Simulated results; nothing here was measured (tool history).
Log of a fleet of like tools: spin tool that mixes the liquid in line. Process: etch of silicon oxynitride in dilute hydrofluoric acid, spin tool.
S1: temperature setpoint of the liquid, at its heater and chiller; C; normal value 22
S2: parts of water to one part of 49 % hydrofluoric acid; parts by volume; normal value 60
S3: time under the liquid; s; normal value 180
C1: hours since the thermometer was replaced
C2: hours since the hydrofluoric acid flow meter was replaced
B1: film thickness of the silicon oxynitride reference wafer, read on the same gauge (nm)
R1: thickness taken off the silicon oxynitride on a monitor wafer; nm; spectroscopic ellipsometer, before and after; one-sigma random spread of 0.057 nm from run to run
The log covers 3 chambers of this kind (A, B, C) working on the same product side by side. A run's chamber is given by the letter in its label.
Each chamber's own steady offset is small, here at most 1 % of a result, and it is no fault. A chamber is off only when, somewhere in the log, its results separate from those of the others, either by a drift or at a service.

run 1B day=0.604 | S1=22 S2=60 S3=180 | C1=543.2 C2=468.3 | B1=100.01 | R1=8.6415
run 2C day=0.904 | S1=22 S2=60 S3=180 | C1=884.3 C2=951.5 | B1=99.971 | R1=8.6799
run 3A day=1.312 | S1=22 S2=60 S3=180 | C1=314.7 C2=103.4 | B1=100 | R1=8.724
run 4A day=1.754 | S1=22 S2=60 S3=180 | C1=325.3 C2=114 | B1=99.948 | R1=8.7607
run 5B day=2.246 | S1=22 S2=60 S3=180 | C1=582.6 C2=507.7 | B1=99.985 | R1=8.7034
run 6C day=2.804 | S1=22 S2=60 S3=180 | C1=929.9 C2=997.1 | B1=100.03 | R1=8.8247
run 7C day=3.346 | S1=22 S2=60 S3=180 | C1=942.9 C2=1010.1 | B1=99.957 | R1=8.7748
run 8A day=3.867 | S1=22 S2=60 S3=180 | C1=376 C2=164.7 | B1=100.09 | R1=8.5839
run 9B day=4.142 | S1=22 S2=60 S3=180 | C1=628.1 C2=553.2 | B1=100.08 | R1=8.7255
run 10B day=4.762 | S1=22 S2=60 S3=180 | C1=643 C2=568.1 | B1=100.04 | R1=8.7821
run 11A day=5.042 | S1=22 S2=60 S3=180 | C1=404.2 C2=192.9 | B1=99.98 | R1=8.5657
run 12C day=5.383 | S1=22 S2=60 S3=180 | C1=991.8 C2=1059 | B1=99.912 | R1=8.6241
run 13B day=5.758 | S1=22 S2=60 S3=180 | C1=666.9 C2=592 | B1=100.01 | R1=8.6678
run 14A day=6.067 | S1=22 S2=40 S3=95 | C1=428.8 C2=217.5 | B1=100 | R1=6.9142
run 15C day=6.596 | S1=22 S2=40 S3=95 | C1=1020.9 C2=1088.1 | B1=99.929 | R1=7.0237
run 16A day=6.867 | S1=22 S2=40 S3=95 | C1=448 C2=236.7 | B1=100.04 | R1=6.916
run 17B day=7.15 | S1=22 S2=60 S3=180 | C1=700.3 C2=625.4 | B1=100.02 | R1=8.7396
run 18C day=7.617 | S1=22 S2=60 S3=180 | C1=1045.4 C2=1112.6 | B1=100.04 | R1=8.7734
run 19B day=8.008 | S1=22 S2=60 S3=180 | C1=720.9 C2=646 | B1=100.01 | R1=8.8214
run 20C day=8.504 | S1=22 S2=60 S3=180 | C1=1066.7 C2=1133.9 | B1=100.01 | R1=8.7412
run 21A day=8.85 | S1=26.5 S2=60 S3=180 | C1=495.6 C2=284.3 | B1=100.04 | R1=10.754
run 22C day=9.429 | S1=26.5 S2=60 S3=180 | C1=1088.9 C2=1156.1 | B1=100.05 | R1=10.8
run 23B day=9.854 | S1=26.5 S2=60 S3=180 | C1=765.2 C2=690.3 | B1=100.01 | R1=10.999
run 24A day=10.396 | S1=22 S2=60 S3=180 | C1=532.7 C2=321.4 | B1=99.953 | R1=8.6525
run 25B day=10.804 | S1=22 S2=60 S3=180 | C1=788 C2=713.1 | B1=99.992 | R1=8.9668
run 26A day=11.312 | S1=22 S2=60 S3=180 | C1=554.7 C2=343.4 | B1=99.947 | R1=8.6101
run 27C day=11.896 | S1=22 S2=60 S3=180 | C1=1148.1 C2=1215.3 | B1=100.04 | R1=8.7292
run 28C day=12.392 | S1=17.5 S2=60 S3=240 | C1=1160 C2=1227.2 | B1=100.02 | R1=9.2118
run 29B day=12.742 | S1=17.5 S2=60 S3=240 | C1=834.5 C2=759.6 | B1=99.957 | R1=9.5106
run 30A day=13.071 | S1=17.5 S2=60 S3=240 | C1=596.9 C2=385.6 | B1=99.954 | R1=9.253
run 31A day=13.512 | S1=22 S2=60 S3=180 | C1=607.5 C2=396.2 | B1=100.03 | R1=8.5718
run 32C day=14.079 | S1=22 S2=60 S3=180 | C1=1200.5 C2=1267.7 | B1=100.03 | R1=8.6963
run 33B day=14.646 | S1=22 S2=60 S3=180 | C1=880.2 C2=805.3 | B1=100.05 | R1=9.1006
run 34B day=15.262 | S1=22 S2=60 S3=180 | C1=895 C2=820.1 | B1=100.01 | R1=9.1126
-- day=15.6 chamber C: hydrofluoric acid flow meter replaced
run 35A day=15.821 | S1=22 S2=60 S3=180 | C1=662.9 C2=451.6 | B1=100.06 | R1=8.6052
run 36C day=16.392 | S1=22 S2=60 S3=180 | C1=1256 C2=19.1 | B1=99.989 | R1=8.6687
run 37B day=16.762 | S1=22 S2=60 S3=180 | C1=931 C2=856.1 | B1=99.954 | R1=9.2212
run 38C day=17.375 | S1=22 S2=60 S3=180 | C1=1279.6 C2=42.7 | B1=99.977 | R1=8.6746
run 39A day=17.75 | S1=22 S2=60 S3=180 | C1=709.2 C2=497.9 | B1=99.954 | R1=8.7206
run 40C day=18.112 | S1=22 S2=60 S3=180 | C1=1297.3 C2=60.4 | B1=100.01 | R1=8.6912
run 41A day=18.625 | S1=22 S2=60 S3=180 | C1=730.2 C2=518.9 | B1=100.01 | R1=8.6159
run 42B day=19.121 | S1=22 S2=60 S3=180 | C1=987.6 C2=912.7 | B1=99.983 | R1=9.1575

One chamber off, gauge drift, or nothing amiss beyond the chambers' own small offsets? If it is a chamber, which one, and what is the likeliest cause?

Little by little, chamber B moves away from the other chambers.
What lies behind it: hydrofluoric acid flow above the setpoint (%) = 5.97.
It could be hard to tell apart here from: liquid hotter than its thermometer reads (K).

Chamber B could run next with any of the 4 candidate recipes listed below; each alters the usual settings, and their results appear as question marks. Which one brings its results back in line with what the other chambers deliver on the usual settings?
In line means no further than this from the other chambers' mean on the usual settings: R1 0.2 nm
run 43B-1 day=19.571 | S1=21.5 S2=65 S3=180 | R1=?
run 43B-2 day=19.571 | S1=22 S2=60 S3=190 | R1=?
run 43B-3 day=19.571 | S1=22 S2=60 S3=170 | R1=?
run 43B-4 day=19.571 | S1=22 S2=55 S3=180 | R1=?

On the usual settings, the other chambers give on average: R1 8.6552 nm
run=43B-1 R1=8.2449
run=43B-2 R1=9.6977
run=43B-3 R1=8.6769
run=43B-4 R1=10.063
With 43B-3, the chamber falls back in line with the rest.
